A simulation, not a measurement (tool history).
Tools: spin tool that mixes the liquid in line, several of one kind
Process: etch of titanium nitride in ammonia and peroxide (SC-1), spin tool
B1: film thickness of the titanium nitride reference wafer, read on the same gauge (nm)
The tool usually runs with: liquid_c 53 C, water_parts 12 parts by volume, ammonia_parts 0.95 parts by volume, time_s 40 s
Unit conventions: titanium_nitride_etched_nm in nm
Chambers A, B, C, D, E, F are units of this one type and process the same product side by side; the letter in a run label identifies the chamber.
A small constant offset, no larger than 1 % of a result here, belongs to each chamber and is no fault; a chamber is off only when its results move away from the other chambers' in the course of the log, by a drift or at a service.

{"run": "1E", "day": 0.2, "liquid_c": 53, "water_parts": 12, "ammonia_parts": 0.95, "time_s": 40, "B1": 60.011, "titanium_nitride_etched_nm": 5.5919}
{"run": "2A", "day": 0.383, "liquid_c": 53, "water_parts": 12, "ammonia_parts": 0.95, "time_s": 40, "B1": 59.99, "titanium_nitride_etched_nm": 5.5049}
{"run": "3C", "day": 0.604, "liquid_c": 53, "water_parts": 12, "ammonia_parts": 0.95, "time_s": 40, "B1": 60.02, "titanium_nitride_etched_nm": 5.6514}
{"run": "4F", "day": 0.762, "liquid_c": 53, "water_parts": 12, "ammonia_parts": 0.95, "time_s": 40, "B1": 60.034, "titanium_nitride_etched_nm": 5.5509}
{"run": "5B", "day": 0.921, "liquid_c": 53, "water_parts": 12, "ammonia_parts": 0.95, "time_s": 40, "B1": 59.984, "titanium_nitride_etched_nm": 5.6539}
{"run": "6D", "day": 1.15, "liquid_c": 53, "water_parts": 12, "ammonia_parts": 0.95, "time_s": 40, "B1": 60.019, "titanium_nitride_etched_nm": 5.6626}
{"run": "7B", "day": 1.292, "liquid_c": 53, "water_parts": 12, "ammonia_parts": 0.95, "time_s": 40, "B1": 59.991, "titanium_nitride_etched_nm": 5.6206}
{"run": "8F", "day": 1.496, "liquid_c": 53, "water_parts": 12, "ammonia_parts": 0.95, "time_s": 40, "B1": 60.017, "titanium_nitride_etched_nm": 5.5712}
{"run": "9D", "day": 1.683, "liquid_c": 53, "water_parts": 12, "ammonia_parts": 0.95, "time_s": 40, "B1": 59.998, "titanium_nitride_etched_nm": 5.6751}
{"run": "10E", "day": 1.892, "liquid_c": 53, "water_parts": 12, "ammonia_parts": 0.95, "time_s": 40, "B1": 60.013, "titanium_nitride_etched_nm": 5.6094}
{"run": "11C", "day": 2.104, "liquid_c": 53, "water_parts": 12, "ammonia_parts": 0.95, "time_s": 40, "B1": 59.954, "titanium_nitride_etched_nm": 5.6658}
{"run": "12A", "day": 2.258, "liquid_c": 53, "water_parts": 12, "ammonia_parts": 0.95, "time_s": 40, "B1": 60.012, "titanium_nitride_etched_nm": 5.5308}
{"day": 2.3, "done": "chamber C: new drum of ammonia solution connected"}
{"run": "13B", "day": 2.446, "liquid_c": 53, "water_parts": 12, "ammonia_parts": 0.95, "time_s": 40, "B1": 59.991, "titanium_nitride_etched_nm": 5.5681}
{"run": "14A", "day": 2.608, "liquid_c": 53, "water_parts": 12, "ammonia_parts": 0.95, "time_s": 40, "B1": 60, "titanium_nitride_etched_nm": 5.5674}
{"run": "15D", "day": 2.754, "liquid_c": 53, "water_parts": 12, "ammonia_parts": 0.95, "time_s": 40, "B1": 60, "titanium_nitride_etched_nm": 5.5889}
{"day": 2.758, "done": "chamber F: thermometer replaced"}
{"run": "16C", "day": 3.046, "liquid_c": 53, "water_parts": 12, "ammonia_parts": 0.95, "time_s": 40, "B1": 59.991, "titanium_nitride_etched_nm": 5.6542}
{"run": "17E", "day": 3.212, "liquid_c": 53, "water_parts": 12, "ammonia_parts": 0.95, "time_s": 40, "B1": 59.956, "titanium_nitride_etched_nm": 5.605}
{"run": "18F", "day": 3.483, "liquid_c": 53, "water_parts": 12, "ammonia_parts": 0.95, "time_s": 40, "B1": 59.987, "titanium_nitride_etched_nm": 5.6547}
{"day": 3.738, "done": "chamber E: new drum of ammonia solution connected"}
{"run": "19E", "day": 3.754, "liquid_c": 53, "water_parts": 12, "ammonia_parts": 0.95, "time_s": 30, "B1": 60.002, "titanium_nitride_etched_nm": 4.1819}
{"day": 3.912, "done": "chamber B: new drum of ammonia solution connected"}
{"run": "20C", "day": 3.933, "liquid_c": 53, "water_parts": 12, "ammonia_parts": 0.95, "time_s": 30, "B1": 59.983, "titanium_nitride_etched_nm": 4.2338}
{"run": "21F", "day": 4.167, "liquid_c": 53, "water_parts": 12, "ammonia_parts": 0.95, "time_s": 30, "B1": 59.973, "titanium_nitride_etched_nm": 4.218}
{"day": 4.192, "done": "chamber A: new drum of ammonia solution connected"}
{"run": "22A", "day": 4.396, "liquid_c": 53, "water_parts": 12, "ammonia_parts": 0.95, "time_s": 30, "B1": 59.996, "titanium_nitride_etched_nm": 4.153}
{"run": "23D", "day": 4.642, "liquid_c": 53, "water_parts": 12, "ammonia_parts": 0.95, "time_s": 30, "B1": 60.011, "titanium_nitride_etched_nm": 4.2772}
{"run": "24B", "day": 4.892, "liquid_c": 53, "water_parts": 12, "ammonia_parts": 0.95, "time_s": 30, "B1": 60.031, "titanium_nitride_etched_nm": 4.0838}
{"run": "25F", "day": 5.092, "liquid_c": 53, "water_parts": 12, "ammonia_parts": 0.95, "time_s": 40, "B1": 60.022, "titanium_nitride_etched_nm": 5.5588}
{"run": "26E", "day": 5.379, "liquid_c": 53, "water_parts": 12, "ammonia_parts": 0.95, "time_s": 40, "B1": 59.996, "titanium_nitride_etched_nm": 5.5563}
{"run": "27D", "day": 5.671, "liquid_c": 53, "water_parts": 12, "ammonia_parts": 0.95, "time_s": 40, "B1": 59.958, "titanium_nitride_etched_nm": 5.6553}
{"run": "28B", "day": 5.954, "liquid_c": 53, "water_parts": 12, "ammonia_parts": 0.95, "time_s": 40, "B1": 59.983, "titanium_nitride_etched_nm": 5.3861}
{"run": "29A", "day": 6.108, "liquid_c": 53, "water_parts": 12, "ammonia_parts": 0.95, "time_s": 40, "B1": 59.966, "titanium_nitride_etched_nm": 5.6418}
{"run": "30C", "day": 6.383, "liquid_c": 53, "water_parts": 12, "ammonia_parts": 0.95, "time_s": 40, "B1": 60.044, "titanium_nitride_etched_nm": 5.7411}
{"run": "31D", "day": 6.671, "liquid_c": 44, "water_parts": 12, "ammonia_parts": 0.95, "time_s": 40, "B1": 60.017, "titanium_nitride_etched_nm": 3.0348}
{"run": "32A", "day": 6.821, "liquid_c": 44, "water_parts": 12, "ammonia_parts": 0.95, "time_s": 40, "B1": 59.967, "titanium_nitride_etched_nm": 2.9995}
{"run": "33F", "day": 7.017, "liquid_c": 44, "water_parts": 12, "ammonia_parts": 0.95, "time_s": 40, "B1": 59.975, "titanium_nitride_etched_nm": 2.9785}
{"run": "34C", "day": 7.179, "liquid_c": 44, "water_parts": 12, "ammonia_parts": 0.95, "time_s": 40, "B1": 60.014, "titanium_nitride_etched_nm": 2.949}
{"run": "35B", "day": 7.458, "liquid_c": 44, "water_parts": 12, "ammonia_parts": 0.95, "time_s": 40, "B1": 60, "titanium_nitride_etched_nm": 2.8543}
{"run": "36E", "day": 7.696, "liquid_c": 44, "water_parts": 12, "ammonia_parts": 0.95, "time_s": 40, "B1": 59.997, "titanium_nitride_etched_nm": 2.9919}
{"run": "37C", "day": 7.904, "liquid_c": 53, "water_parts": 12, "ammonia_parts": 0.95, "time_s": 40, "B1": 60.021, "titanium_nitride_etched_nm": 5.6995}
{"run": "38E", "day": 8.108, "liquid_c": 53, "water_parts": 12, "ammonia_parts": 0.95, "time_s": 40, "B1": 60.012, "titanium_nitride_etched_nm": 5.5402}

Predict what each chamber gives when all 6 of them run the settings below next.
{"run": "39A", "day": 8.321, "liquid_c": 53, "water_parts": 15, "ammonia_parts": 0.95, "time_s": 40, "titanium_nitride_etched_nm": "?"}
{"run": "39B", "day": 8.321, "liquid_c": 53, "water_parts": 15, "ammonia_parts": 0.95, "time_s": 40, "titanium_nitride_etched_nm": "?"}
{"run": "39C", "day": 8.321, "liquid_c": 53, "water_parts": 15, "ammonia_parts": 0.95, "time_s": 40, "titanium_nitride_etched_nm": "?"}
{"run": "39D", "day": 8.321, "liquid_c": 53, "water_parts": 15, "ammonia_parts": 0.95, "time_s": 40, "titanium_nitride_etched_nm": "?"}
{"run": "39E", "day": 8.321, "liquid_c": 53, "water_parts": 15, "ammonia_parts": 0.95, "time_s": 40, "titanium_nitride_etched_nm": "?"}
{"run": "39F", "day": 8.321, "liquid_c": 53, "water_parts": 15, "ammonia_parts": 0.95, "time_s": 40, "titanium_nitride_etched_nm": "?"}

run=39A titanium_nitride_etched_nm=4.937
run=39B titanium_nitride_etched_nm=4.6852
run=39C titanium_nitride_etched_nm=5.0522
run=39D titanium_nitride_etched_nm=5.0788
run=39E titanium_nitride_etched_nm=4.991
run=39F titanium_nitride_etched_nm=4.9504

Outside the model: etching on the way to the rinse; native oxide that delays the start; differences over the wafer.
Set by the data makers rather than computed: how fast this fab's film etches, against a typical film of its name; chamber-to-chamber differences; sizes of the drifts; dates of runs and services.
